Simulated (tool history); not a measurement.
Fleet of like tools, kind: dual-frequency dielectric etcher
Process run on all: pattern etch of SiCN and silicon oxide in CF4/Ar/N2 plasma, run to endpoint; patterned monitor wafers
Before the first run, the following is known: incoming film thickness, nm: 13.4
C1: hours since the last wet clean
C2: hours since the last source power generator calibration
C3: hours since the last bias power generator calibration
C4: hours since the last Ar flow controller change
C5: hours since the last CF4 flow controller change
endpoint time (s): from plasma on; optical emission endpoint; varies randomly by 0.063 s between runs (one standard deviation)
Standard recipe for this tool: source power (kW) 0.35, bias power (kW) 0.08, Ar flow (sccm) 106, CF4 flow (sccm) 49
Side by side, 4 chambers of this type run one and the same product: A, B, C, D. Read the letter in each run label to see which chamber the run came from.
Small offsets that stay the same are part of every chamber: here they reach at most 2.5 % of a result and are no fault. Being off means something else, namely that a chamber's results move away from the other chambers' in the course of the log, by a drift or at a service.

{"run": "1B", "hour": 6.8, "source power (kW)": 0.35, "bias power (kW)": 0.08, "Ar flow (sccm)": 106, "CF4 flow (sccm)": 49, "C1": 256.3, "C2": 172.1, "C3": 947.1, "C4": 106.4, "C5": 61.2, "endpoint time (s)": 19.879}
{"run": "2C", "hour": 20.5, "source power (kW)": 0.35, "bias power (kW)": 0.08, "Ar flow (sccm)": 106, "CF4 flow (sccm)": 49, "C1": 24.5, "C2": 2168.7, "C3": 2603.2, "C4": 1512.6, "C5": 655.6, "endpoint time (s)": 19.795}
{"run": "3D", "hour": 30.1, "source power (kW)": 0.35, "bias power (kW)": 0.08, "Ar flow (sccm)": 106, "CF4 flow (sccm)": 49, "C1": 246, "C2": 2082.8, "C3": 631.3, "C4": 301.8, "C5": 1867.4, "endpoint time (s)": 19.893}
{"run": "4A", "hour": 42.4, "source power (kW)": 0.35, "bias power (kW)": 0.08, "Ar flow (sccm)": 106, "CF4 flow (sccm)": 49, "C1": 79.1, "C2": 1786.3, "C3": 1868.5, "C4": 817.1, "C5": 2219.7, "endpoint time (s)": 19.344}
{"run": "5B", "hour": 53.9, "source power (kW)": 0.35, "bias power (kW)": 0.08, "Ar flow (sccm)": 106, "CF4 flow (sccm)": 49, "C1": 303.4, "C2": 219.2, "C3": 994.2, "C4": 153.5, "C5": 108.3, "endpoint time (s)": 19.952}
{"run": "6C", "hour": 66.4, "source power (kW)": 0.35, "bias power (kW)": 0.08, "Ar flow (sccm)": 106, "CF4 flow (sccm)": 49, "C1": 70.4, "C2": 2214.6, "C3": 2649.1, "C4": 1558.5, "C5": 701.5, "endpoint time (s)": 19.862}
{"run": "7A", "hour": 75.4, "source power (kW)": 0.35, "bias power (kW)": 0.08, "Ar flow (sccm)": 106, "CF4 flow (sccm)": 49, "C1": 112.1, "C2": 1819.3, "C3": 1901.5, "C4": 850.1, "C5": 2252.7, "endpoint time (s)": 19.424}
{"run": "8D", "hour": 82.8, "source power (kW)": 0.35, "bias power (kW)": 0.096, "Ar flow (sccm)": 106, "CF4 flow (sccm)": 49, "C1": 298.7, "C2": 2135.5, "C3": 684, "C4": 354.5, "C5": 1920.1, "endpoint time (s)": 18.578}
{"run": "9B", "hour": 95.3, "source power (kW)": 0.35, "bias power (kW)": 0.096, "Ar flow (sccm)": 106, "CF4 flow (sccm)": 49, "C1": 344.8, "C2": 260.6, "C3": 1035.6, "C4": 194.9, "C5": 149.7, "endpoint time (s)": 18.599}
{"run": "10C", "hour": 104.0, "source power (kW)": 0.35, "bias power (kW)": 0.096, "Ar flow (sccm)": 106, "CF4 flow (sccm)": 49, "C1": 108, "C2": 2252.2, "C3": 2686.7, "C4": 1596.1, "C5": 739.1, "endpoint time (s)": 18.557}
{"run": "11D", "hour": 112.0, "source power (kW)": 0.35, "bias power (kW)": 0.096, "Ar flow (sccm)": 106, "CF4 flow (sccm)": 49, "C1": 327.9, "C2": 2164.7, "C3": 713.2, "C4": 383.7, "C5": 1949.3, "endpoint time (s)": 18.671}
{"run": "12A", "hour": 121.3, "source power (kW)": 0.35, "bias power (kW)": 0.08, "Ar flow (sccm)": 106, "CF4 flow (sccm)": 49, "C1": 158, "C2": 1865.2, "C3": 1947.4, "C4": 896, "C5": 2298.6, "endpoint time (s)": 19.524}
{"run": "13D", "hour": 133.8, "source power (kW)": 0.35, "bias power (kW)": 0.08, "Ar flow (sccm)": 106, "CF4 flow (sccm)": 49, "C1": 349.7, "C2": 2186.5, "C3": 735, "C4": 405.5, "C5": 1971.1, "endpoint time (s)": 19.997}
{"run": "14A", "hour": 142.8, "source power (kW)": 0.35, "bias power (kW)": 0.08, "Ar flow (sccm)": 106, "CF4 flow (sccm)": 49, "C1": 179.5, "C2": 1886.7, "C3": 1968.9, "C4": 917.5, "C5": 2320.1, "endpoint time (s)": 19.458}
{"run": "15C", "hour": 154.1, "source power (kW)": 0.35, "bias power (kW)": 0.08, "Ar flow (sccm)": 106, "CF4 flow (sccm)": 49, "C1": 158.1, "C2": 2302.3, "C3": 2736.8, "C4": 1646.2, "C5": 789.2, "endpoint time (s)": 19.821}
{"hour": 162.6, "done": "chamber D: wet clean of the chamber"}
{"run": "16B", "hour": 164.4, "source power (kW)": 0.35, "bias power (kW)": 0.08, "Ar flow (sccm)": 106, "CF4 flow (sccm)": 49, "C1": 413.9, "C2": 329.7, "C3": 1104.7, "C4": 264, "C5": 218.8, "endpoint time (s)": 19.842}
{"run": "17A", "hour": 172.3, "source power (kW)": 0.35, "bias power (kW)": 0.08, "Ar flow (sccm)": 106, "CF4 flow (sccm)": 49, "C1": 209, "C2": 1916.2, "C3": 1998.4, "C4": 947, "C5": 2349.6, "endpoint time (s)": 19.451}
{"run": "18B", "hour": 183.7, "source power (kW)": 0.35, "bias power (kW)": 0.08, "Ar flow (sccm)": 106, "CF4 flow (sccm)": 49, "C1": 433.2, "C2": 349, "C3": 1124, "C4": 283.3, "C5": 238.1, "endpoint time (s)": 19.634}
{"run": "19C", "hour": 196.5, "source power (kW)": 0.3, "bias power (kW)": 0.08, "Ar flow (sccm)": 106, "CF4 flow (sccm)": 49, "C1": 200.5, "C2": 2344.7, "C3": 2779.2, "C4": 1688.6, "C5": 831.6, "endpoint time (s)": 22.688}
{"run": "20D", "hour": 206.1, "source power (kW)": 0.3, "bias power (kW)": 0.08, "Ar flow (sccm)": 106, "CF4 flow (sccm)": 49, "C1": 43.5, "C2": 2258.8, "C3": 807.3, "C4": 477.8, "C5": 2043.4, "endpoint time (s)": 22.906}
{"run": "21D", "hour": 220.4, "source power (kW)": 0.3, "bias power (kW)": 0.08, "Ar flow (sccm)": 106, "CF4 flow (sccm)": 49, "C1": 57.8, "C2": 2273.1, "C3": 821.6, "C4": 492.1, "C5": 2057.7, "endpoint time (s)": 22.889}
{"run": "22B", "hour": 231.7, "source power (kW)": 0.3, "bias power (kW)": 0.08, "Ar flow (sccm)": 106, "CF4 flow (sccm)": 49, "C1": 481.2, "C2": 397, "C3": 1172, "C4": 331.3, "C5": 286.1, "endpoint time (s)": 22.361}
{"run": "23C", "hour": 239.3, "source power (kW)": 0.35, "bias power (kW)": 0.08, "Ar flow (sccm)": 106, "CF4 flow (sccm)": 49, "C1": 243.3, "C2": 2387.5, "C3": 2822, "C4": 1731.4, "C5": 874.4, "endpoint time (s)": 19.836}
{"run": "24A", "hour": 246.1, "source power (kW)": 0.35, "bias power (kW)": 0.08, "Ar flow (sccm)": 106, "CF4 flow (sccm)": 49, "C1": 282.8, "C2": 1990, "C3": 2072.2, "C4": 1020.8, "C5": 2423.4, "endpoint time (s)": 19.437}
{"run": "25D", "hour": 254.4, "source power (kW)": 0.35, "bias power (kW)": 0.08, "Ar flow (sccm)": 106, "CF4 flow (sccm)": 49, "C1": 91.8, "C2": 2307.1, "C3": 855.6, "C4": 526.1, "C5": 2091.7, "endpoint time (s)": 20.136}
{"run": "26C", "hour": 266.8, "source power (kW)": 0.35, "bias power (kW)": 0.08, "Ar flow (sccm)": 106, "CF4 flow (sccm)": 49, "C1": 270.8, "C2": 2415, "C3": 2849.5, "C4": 1758.9, "C5": 901.9, "endpoint time (s)": 19.756}
{"hour": 268.4, "done": "chamber C: source power generator calibrated"}
{"run": "27B", "hour": 276.0, "source power (kW)": 0.35, "bias power (kW)": 0.08, "Ar flow (sccm)": 106, "CF4 flow (sccm)": 49, "C1": 525.5, "C2": 441.3, "C3": 1216.3, "C4": 375.6, "C5": 330.4, "endpoint time (s)": 19.396}
{"run": "28A", "hour": 289.9, "source power (kW)": 0.4, "bias power (kW)": 0.065, "Ar flow (sccm)": 106, "CF4 flow (sccm)": 49, "C1": 326.6, "C2": 2033.8, "C3": 2116, "C4": 1064.6, "C5": 2467.2, "endpoint time (s)": 18.652}
{"run": "29C", "hour": 300.3, "source power (kW)": 0.4, "bias power (kW)": 0.065, "Ar flow (sccm)": 106, "CF4 flow (sccm)": 49, "C1": 304.3, "C2": 31.9, "C3": 2883, "C4": 1792.4, "C5": 935.4, "endpoint time (s)": 19.082}
{"run": "30B", "hour": 307.6, "source power (kW)": 0.4, "bias power (kW)": 0.065, "Ar flow (sccm)": 106, "CF4 flow (sccm)": 49, "C1": 557.1, "C2": 472.9, "C3": 1247.9, "C4": 407.2, "C5": 362, "endpoint time (s)": 18.5}
{"run": "31D", "hour": 318.4, "source power (kW)": 0.4, "bias power (kW)": 0.065, "Ar flow (sccm)": 106, "CF4 flow (sccm)": 49, "C1": 155.8, "C2": 2371.1, "C3": 919.6, "C4": 590.1, "C5": 2155.7, "endpoint time (s)": 19.183}
{"run": "32A", "hour": 328.8, "source power (kW)": 0.35, "bias power (kW)": 0.08, "Ar flow (sccm)": 106, "CF4 flow (sccm)": 49, "C1": 365.5, "C2": 2072.7, "C3": 2154.9, "C4": 1103.5, "C5": 2506.1, "endpoint time (s)": 19.414}
{"run": "33D", "hour": 342.7, "source power (kW)": 0.35, "bias power (kW)": 0.08, "Ar flow (sccm)": 106, "CF4 flow (sccm)": 49, "C1": 180.1, "C2": 2395.4, "C3": 943.9, "C4": 614.4, "C5": 2180, "endpoint time (s)": 20.123}
{"run": "34B", "hour": 350.6, "source power (kW)": 0.35, "bias power (kW)": 0.08, "Ar flow (sccm)": 106, "CF4 flow (sccm)": 49, "C1": 600.1, "C2": 515.9, "C3": 1290.9, "C4": 450.2, "C5": 405, "endpoint time (s)": 19.2}
{"run": "35A", "hour": 363.9, "source power (kW)": 0.35, "bias power (kW)": 0.08, "Ar flow (sccm)": 106, "CF4 flow (sccm)": 49, "C1": 400.6, "C2": 2107.8, "C3": 2190, "C4": 1138.6, "C5": 2541.2, "endpoint time (s)": 19.474}
{"run": "36C", "hour": 377.8, "source power (kW)": 0.35, "bias power (kW)": 0.08, "Ar flow (sccm)": 106, "CF4 flow (sccm)": 49, "C1": 381.8, "C2": 109.4, "C3": 2960.5, "C4": 1869.9, "C5": 1012.9, "endpoint time (s)": 19.698}
{"run": "37A", "hour": 385.0, "source power (kW)": 0.35, "bias power (kW)": 0.08, "Ar flow (sccm)": 106, "CF4 flow (sccm)": 49, "C1": 421.7, "C2": 2128.9, "C3": 2211.1, "C4": 1159.7, "C5": 2562.3, "endpoint time (s)": 19.536}
{"run": "38B", "hour": 394.7, "source power (kW)": 0.35, "bias power (kW)": 0.08, "Ar flow (sccm)": 106, "CF4 flow (sccm)": 49, "C1": 644.2, "C2": 560, "C3": 1335, "C4": 494.3, "C5": 449.1, "endpoint time (s)": 19.187}
{"run": "39D", "hour": 403.4, "source power (kW)": 0.44, "bias power (kW)": 0.097, "Ar flow (sccm)": 106, "CF4 flow (sccm)": 49, "C1": 240.8, "C2": 2456.1, "C3": 1004.6, "C4": 675.1, "C5": 2240.7, "endpoint time (s)": 15.169}

Decide between three cases: one chamber stands off from its peers, the gauge reading all wafers drifts, or nothing is wrong past each chamber's small offset. Where a chamber is off, say which and what most likely put it there.

One chamber, B, drifts off from the rest bit by bit.
What lies behind it: etch rate over this chamber's usual, % = 3.68.
The log may not tell that from: source power that arrives over what is set, %.

Which of the 4 candidates below, each the usual settings with something changed and its results left as question marks, puts chamber B back in line with what the other chambers give on the usual settings?
A result is in line if it is within this distance of the other chambers' mean on the usual settings: endpoint time (s) 0.22
{"run": "40B-1", "hour": 414.1, "source power (kW)": 0.34, "bias power (kW)": 0.079, "Ar flow (sccm)": 106, "CF4 flow (sccm)": 49, "endpoint time (s)": "?"}
{"run": "40B-2", "hour": 414.1, "source power (kW)": 0.36, "bias power (kW)": 0.081, "Ar flow (sccm)": 106, "CF4 flow (sccm)": 49, "endpoint time (s)": "?"}
{"run": "40B-3", "hour": 414.1, "source power (kW)": 0.35, "bias power (kW)": 0.082, "Ar flow (sccm)": 106, "CF4 flow (sccm)": 49, "endpoint time (s)": "?"}
{"run": "40B-4", "hour": 414.1, "source power (kW)": 0.35, "bias power (kW)": 0.078, "Ar flow (sccm)": 106, "CF4 flow (sccm)": 49, "endpoint time (s)": "?"}

Usual-settings mean across the other chambers: endpoint time (s) 19.772
run=40B-1 endpoint_time_(s)=19.716
run=40B-2 endpoint_time_(s)=18.59
run=40B-3 endpoint_time_(s)=18.965
run=40B-4 endpoint_time_(s)=19.316
Change 40B-1 lands the chamber within the allowed miss of the other chambers.
